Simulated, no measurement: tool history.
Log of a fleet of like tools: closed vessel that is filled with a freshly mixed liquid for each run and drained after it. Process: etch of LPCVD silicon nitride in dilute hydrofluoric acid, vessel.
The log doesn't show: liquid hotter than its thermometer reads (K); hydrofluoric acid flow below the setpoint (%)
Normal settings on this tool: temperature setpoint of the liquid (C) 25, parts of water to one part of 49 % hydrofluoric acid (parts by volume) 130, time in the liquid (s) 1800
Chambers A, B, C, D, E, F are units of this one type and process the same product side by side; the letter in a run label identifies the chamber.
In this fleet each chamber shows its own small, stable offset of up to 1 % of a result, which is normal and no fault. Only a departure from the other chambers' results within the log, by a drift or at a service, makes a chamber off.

run	day	temperature setpoint of the liquid (C)	parts of water to one part of 49 % hydrofluoric acid (parts by volume)	time in the liquid (s)	hours since the thermometer was replaced	hours since the hydrofluoric acid flow meter was replaced	read-back film thickness of the LPCVD silicon nitride reference wafer, read on the same gauge (nm)	thickness taken off the LPCVD silicon nitride on a monitor wafer (Å)
1E	0.192	25	130	1800	567.2	1749	49.992	76.693
2A	0.367	25	130	1800	1363.4	1822.7	49.995	76.359
3D	0.542	25	130	1800	188.4	1896.1	50.031	75.965
4C	0.879	25	130	1800	403.5	150.8	50.025	74.479
5F	1.054	25	130	1265	1656.5	1853.3	50.006	54.016
6B	1.433	25	130	1265	637	626.7	50.013	52.494
7B	1.767	25	130	1265	645	634.7	50.017	52.183
8A	2.058	25	130	1265	1404	1863.3	49.968	53.787
9F	2.375	25	130	1265	1688.2	1885	49.984	54.325
10C	2.596	25	130	1265	444.7	192	50.024	52.962
# day 2.862: chamber F: hydrofluoric acid flow meter replaced
11E	2.933	25	130	1800	633	1814.8	50.045	75.626
12D	3.175	25	130	1800	251.6	1959.3	49.987	74.763
13A	3.5	25	130	1800	1438.6	1897.9	50.032	75.988
14C	3.675	25	130	1800	470.6	217.9	49.994	74.829
15D	4.029	25	130	1800	272.1	1979.8	50.041	74.886
16B	4.233	25	130	1800	704.2	693.9	49.967	74.084
17F	4.446	25	130	1800	1737.9	38.1	49.979	75.278
18E	4.825	25	130	1800	678.4	1860.2	50.036	76.168
19B	5.171	25	180	1800	726.7	716.4	49.984	54.249
20C	5.488	25	180	1800	514.1	261.4	49.989	54.493
21E	5.821	25	180	1800	702.3	1884.1	49.99	55.335
22F	6.138	25	180	1800	1778.5	78.7	49.966	55.562
23A	6.392	25	180	1800	1508	1967.3	49.946	55.337
24D	6.767	25	180	1800	337.8	2045.5	49.962	54.121
25B	7.067	25	130	1800	772.2	761.9	50.004	74.268
26E	7.446	25	130	1800	741.3	1923.1	49.976	75.33
27F	7.696	25	130	1800	1815.9	116.1	49.986	76.299
28D	8.021	25	130	1800	367.9	2075.6	50.011	74.653
29A	8.183	25	130	1800	1551	2010.3	50.006	75.718
30C	8.371	25	130	1800	583.3	330.6	49.999	78.089
31B	8.708	25	130	1800	811.6	801.3	49.992	75.193
32F	8.929	25	130	2325	1845.5	145.7	49.961	99.284
33E	9.254	25	130	2325	784.7	1966.5	49.966	98.836
34C	9.475	25	130	2325	609.8	357.1	50.006	101.27
35D	9.854	25	130	2325	411.9	2119.6	50.016	96.925
36A	10.217	25	130	2325	1599.8	2059.1	49.986	98.051
37A	10.529	25	130	2325	1607.3	2066.6	50.041	97.354
38F	10.8	25	130	1800	1890.4	190.6	50.003	76.566
39B	11.092	25	130	1800	868.8	858.5	49.997	74.99
40E	11.45	29	150	1800	837.4	2019.2	49.993	85.007
41C	11.754	29	150	1800	664.5	411.8	49.983	87.456
42D	11.938	29	150	1800	461.9	2169.6	50.002	83.545
43C	12.288	29	150	1800	677.3	424.6	50.016	89.624
44E	12.583	29	150	1800	864.6	2046.4	50.035	86.471

Does one chamber stand apart from the rest, does the shared gauge drift, or is all well apart from small per-chamber offsets? Give the chamber and the most likely cause, where there is one.

One chamber, C, drifts off from the rest bit by bit.
Cause: liquid hotter than its thermometer reads (K) = 1.11.
The log might look much the same if the cause were instead: hydrofluoric acid flow above the setpoint (%).

Chamber C could run next with any of the 4 candidate recipes listed below; each alters the usual settings, and their results appear as question marks. Which one brings its results back in line with what the other chambers deliver on the usual settings?
Counts as in line when no further than this from what the other chambers average on the usual settings: thickness taken off the LPCVD silicon nitride on a monitor wafer (Å) 2
45C-1	12.854	24.5	145	1800				?
45C-2	12.854	25	130	1920				?
45C-3	12.854	25.5	130	1995				?
45C-4	12.854	25	135	1740				?

The mean the other chambers reach with the usual settings: thickness taken off the LPCVD silicon nitride on a monitor wafer (Å) 75.614
run	thickness taken off the LPCVD silicon nitride on a monitor wafer (Å)
45C-1	69.891
45C-2	85.886
45C-3	92.073
45C-4	74.922
It is 45C-4 that realigns the chamber with its peers.
